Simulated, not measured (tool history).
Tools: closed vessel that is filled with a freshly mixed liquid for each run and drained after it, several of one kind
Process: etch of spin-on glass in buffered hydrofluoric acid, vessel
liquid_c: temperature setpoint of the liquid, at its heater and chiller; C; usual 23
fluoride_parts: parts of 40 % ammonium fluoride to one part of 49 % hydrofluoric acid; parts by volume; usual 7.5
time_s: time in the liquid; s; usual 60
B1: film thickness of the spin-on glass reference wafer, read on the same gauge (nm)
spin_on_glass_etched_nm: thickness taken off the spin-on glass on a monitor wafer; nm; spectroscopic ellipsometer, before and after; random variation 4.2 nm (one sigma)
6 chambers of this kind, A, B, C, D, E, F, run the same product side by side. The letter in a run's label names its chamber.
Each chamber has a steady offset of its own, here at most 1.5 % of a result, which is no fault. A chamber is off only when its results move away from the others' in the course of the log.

Run 1D, hour 3.8: usual settings; B1 110.03. Result: spin_on_glass_etched_nm 433.16 nm.
Run 2E, hour 8.1: usual settings; B1 109.99. Result: spin_on_glass_etched_nm 439.57 nm.
Run 3A, hour 12.0: usual settings; B1 110.01. Result: spin_on_glass_etched_nm 438.29 nm.
Run 4C, hour 14.3: usual settings; B1 110.01. Result: spin_on_glass_etched_nm 439.99 nm.
Run 5B, hour 17.9: usual settings; B1 110.01. Result: spin_on_glass_etched_nm 438.94 nm.
Run 6F, hour 22.5: usual settings but fluoride_parts 9.5 parts by volume, time_s 90 s; B1 110.04. Result: spin_on_glass_etched_nm 519.37 nm.
Run 7B, hour 25.9: usual settings but fluoride_parts 9.5 parts by volume, time_s 90 s; B1 110.02. Result: spin_on_glass_etched_nm 523.99 nm.
Run 8A, hour 29.7: usual settings but fluoride_parts 9.5 parts by volume, time_s 90 s; B1 109.97. Result: spin_on_glass_etched_nm 515.47 nm.
Run 9C, hour 33.8: usual settings but fluoride_parts 9.5 parts by volume, time_s 90 s; B1 109.99. Result: spin_on_glass_etched_nm 515.25 nm.
Run 10E, hour 36.6: usual settings but fluoride_parts 9.5 parts by volume, time_s 90 s; B1 110.03. Result: spin_on_glass_etched_nm 527.95 nm.
Run 11F, hour 40.6: usual settings but fluoride_parts 9.5 parts by volume, time_s 90 s; B1 110.02. Result: spin_on_glass_etched_nm 525.61 nm.
Run 12D, hour 43.7: usual settings; B1 110.01. Result: spin_on_glass_etched_nm 436.77 nm.
Run 13A, hour 47.7: usual settings; B1 110.02. Result: spin_on_glass_etched_nm 439.29 nm.
Run 14C, hour 52.5: usual settings; B1 110.03. Result: spin_on_glass_etched_nm 433.73 nm.
Run 15B, hour 57.0: usual settings; B1 110.01. Result: spin_on_glass_etched_nm 436.10 nm.
Run 16E, hour 61.7: usual settings; B1 110.04. Result: spin_on_glass_etched_nm 444.78 nm.
Run 17D, hour 64.6: usual settings; B1 110.04. Result: spin_on_glass_etched_nm 434.97 nm.
Run 18F, hour 68.3: usual settings; B1 110.04. Result: spin_on_glass_etched_nm 439.00 nm.
Run 19F, hour 71.9: usual settings but time_s 35 s; B1 110.01. Result: spin_on_glass_etched_nm 257.04 nm.
Run 20B, hour 74.6: usual settings but time_s 35 s; B1 110.06. Result: spin_on_glass_etched_nm 256.69 nm.
Run 21C, hour 77.9: usual settings but time_s 35 s; B1 110.00. Result: spin_on_glass_etched_nm 255.51 nm.
Run 22A, hour 82.2: usual settings but time_s 35 s; B1 110.00. Result: spin_on_glass_etched_nm 255.77 nm.
At hour 84.1: chamber B: thermometer replaced.
Run 23D, hour 84.3: usual settings but time_s 35 s; B1 109.98. Result: spin_on_glass_etched_nm 253.21 nm.
Run 24E, hour 86.9: usual settings but time_s 35 s; B1 110.00. Result: spin_on_glass_etched_nm 264.21 nm.
Run 25D, hour 90.9: usual settings; B1 110.04. Result: spin_on_glass_etched_nm 439.33 nm.
Run 26F, hour 94.5: usual settings; B1 110.00. Result: spin_on_glass_etched_nm 438.42 nm.
Run 27E, hour 98.5: usual settings; B1 110.01. Result: spin_on_glass_etched_nm 452.79 nm.
Run 28A, hour 102.4: usual settings; B1 110.00. Result: spin_on_glass_etched_nm 438.51 nm.
Run 29B, hour 104.8: usual settings; B1 109.94. Result: spin_on_glass_etched_nm 429.78 nm.
Run 30C, hour 109.4: usual settings; B1 110.01. Result: spin_on_glass_etched_nm 446.66 nm.
Run 31F, hour 113.1: usual settings; B1 110.04. Result: spin_on_glass_etched_nm 444.77 nm.
Run 32E, hour 115.9: usual settings; B1 109.98. Result: spin_on_glass_etched_nm 447.74 nm.
Run 33A, hour 120.2: usual settings; B1 109.98. Result: spin_on_glass_etched_nm 435.40 nm.
Run 34C, hour 124.7: usual settings; B1 110.02. Result: spin_on_glass_etched_nm 432.71 nm.
Run 35B, hour 128.3: usual settings; B1 109.98. Result: spin_on_glass_etched_nm 439.11 nm.
Run 36D, hour 133.2: usual settings; B1 109.99. Result: spin_on_glass_etched_nm 439.68 nm.
Run 37D, hour 136.5: usual settings; B1 110.02. Result: spin_on_glass_etched_nm 436.34 nm.
Run 38E, hour 141.0: usual settings; B1 110.03. Result: spin_on_glass_etched_nm 442.54 nm.
Run 39B, hour 145.4: usual settings; B1 110.00. Result: spin_on_glass_etched_nm 439.41 nm.
Run 40C, hour 147.7: usual settings; B1 109.96. Result: spin_on_glass_etched_nm 440.28 nm.
Run 41A, hour 152.5: usual settings; B1 109.97. Result: spin_on_glass_etched_nm 435.81 nm.

All 6 chambers run these settings next. Forecast each chamber's results:
Run 42A, hour 156.0: usual settings but fluoride_parts 9.5 parts by volume. Result: spin_on_glass_etched_nm ?.
Run 42B, hour 156.0: usual settings but fluoride_parts 9.5 parts by volume. Result: spin_on_glass_etched_nm ?.
Run 42C, hour 156.0: usual settings but fluoride_parts 9.5 parts by volume. Result: spin_on_glass_etched_nm ?.
Run 42D, hour 156.0: usual settings but fluoride_parts 9.5 parts by volume. Result: spin_on_glass_etched_nm ?.
Run 42E, hour 156.0: usual settings but fluoride_parts 9.5 parts by volume. Result: spin_on_glass_etched_nm ?.
Run 42F, hour 156.0: usual settings but fluoride_parts 9.5 parts by volume. Result: spin_on_glass_etched_nm ?.

run  spin_on_glass_etched_nm
42A                   344.61
42B                   341.75
42C                   351.37
42D                   341.01
42E                   351.38
42F                   350.27
